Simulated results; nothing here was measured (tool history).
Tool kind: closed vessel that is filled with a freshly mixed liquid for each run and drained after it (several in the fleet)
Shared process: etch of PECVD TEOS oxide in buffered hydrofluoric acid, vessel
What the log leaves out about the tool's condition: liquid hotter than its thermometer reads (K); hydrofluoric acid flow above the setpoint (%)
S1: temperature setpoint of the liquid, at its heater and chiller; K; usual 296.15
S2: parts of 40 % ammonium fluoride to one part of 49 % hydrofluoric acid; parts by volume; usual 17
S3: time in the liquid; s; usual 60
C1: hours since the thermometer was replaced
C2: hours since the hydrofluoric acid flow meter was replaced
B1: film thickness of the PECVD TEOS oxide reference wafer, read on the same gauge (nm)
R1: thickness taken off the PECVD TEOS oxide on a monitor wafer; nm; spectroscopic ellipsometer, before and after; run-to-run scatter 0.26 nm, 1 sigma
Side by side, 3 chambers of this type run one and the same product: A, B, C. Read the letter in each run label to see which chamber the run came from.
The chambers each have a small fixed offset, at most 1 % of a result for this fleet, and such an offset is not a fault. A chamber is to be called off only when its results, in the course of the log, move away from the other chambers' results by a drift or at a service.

run	hour	S1	S2	S3	C1	C2	B1	R1
1B	11.7	296.15	17	60	40.1	679.9	120.02	52.645
2C	23	296.15	17	60	408.4	610.9	120.01	53.198
3A	34.1	296.15	17	60	170.4	736.3	120.01	53.888
4A	41.5	296.15	17	60	177.8	743.7	119.98	53.575
5B	52.2	296.15	17	60	80.6	720.4	120.04	52.675
6C	67.1	296.15	17	60	452.5	655	120.03	53.375
7C	79.7	296.15	17	60	465.1	667.6	120.03	54.02
8B	86.9	296.15	17	60	115.3	755.1	119.99	53.234
9A	93.9	296.15	17	60	230.2	796.1	120.01	52.846
10B	108.5	296.15	17	60	136.9	776.7	119.97	52.843
11C	119.8	296.15	17	60	505.2	707.7	119.98	53.345
12A	134.4	296.15	17	60	270.7	836.6	120.02	53.571
13C	145.5	296.15	17	60	530.9	733.4	120.01	53.11
14A	152.5	296.15	17	60	288.8	854.7	120	53.898
15B	161.6	296.15	17	60	190	829.8	119.99	53.096
16B	169.8	296.15	17	60	198.2	838	119.98	53.15
17A	178.4	296.15	17	60	314.7	880.6	119.99	53.427
18C	187	296.15	17	60	572.4	774.9	119.99	52.858
# hour 187.5: chamber C: hydrofluoric acid flow meter replaced
19A	200.9	296.15	17	60	337.2	903.1	120.01	53.471
20C	210	296.15	17	60	595.4	22.5	120.02	52.781
21B	225.4	296.15	23.5	80	253.8	893.6	120.03	53.706
22B	241	296.15	23.5	80	269.4	909.2	120.01	54.308
23C	251.6	296.15	23.5	80	637	64.1	119.99	53.875
24A	262.5	296.15	17	90	398.8	964.7	120.01	80.279
25B	274.9	296.15	17	90	303.3	943.1	120	81.183
26C	283.8	296.15	17	90	669.2	96.3	120	80.398
27A	295.7	296.15	17	35	432	997.9	119.99	31.143
28C	309.4	296.15	17	35	694.8	121.9	119.98	30.779
29B	318.3	296.15	17	35	346.7	986.5	120.01	31.506
30A	327.3	296.15	17	60	463.6	1029.5	120.02	53.036
31A	338.3	296.15	17	60	474.6	1040.5	119.99	53.229
32B	346.7	296.15	17	60	375.1	1014.9	119.97	53.85
33C	353.8	296.15	17	60	739.2	166.3	120.02	52.835
34B	363.4	296.15	17	60	391.8	1031.6	120.02	53.671
35C	379.2	296.15	17	60	764.6	191.7	119.99	53.272
36A	393.6	296.15	17	60	529.9	1095.8	120	53.184
37A	406.2	296.15	17	60	542.5	1108.4	119.98	53.135
38B	420.4	296.15	17	60	448.8	1088.6	120	54.553
39C	431.4	296.15	17	60	816.8	243.9	120.02	53.334
40C	440.4	296.15	17	60	825.8	252.9	120	53.1
41B	451.2	296.15	17	60	479.6	1119.4	120	54.193

All chambers now run identical settings, listed one chamber a line with results as question marks. What results will each chamber show?
42A	462.5	296.15	17	45				?
42B	462.5	296.15	17	45				?
42C	462.5	296.15	17	45				?

run	R1
42A	39.94
42B	40.623
42C	40.107

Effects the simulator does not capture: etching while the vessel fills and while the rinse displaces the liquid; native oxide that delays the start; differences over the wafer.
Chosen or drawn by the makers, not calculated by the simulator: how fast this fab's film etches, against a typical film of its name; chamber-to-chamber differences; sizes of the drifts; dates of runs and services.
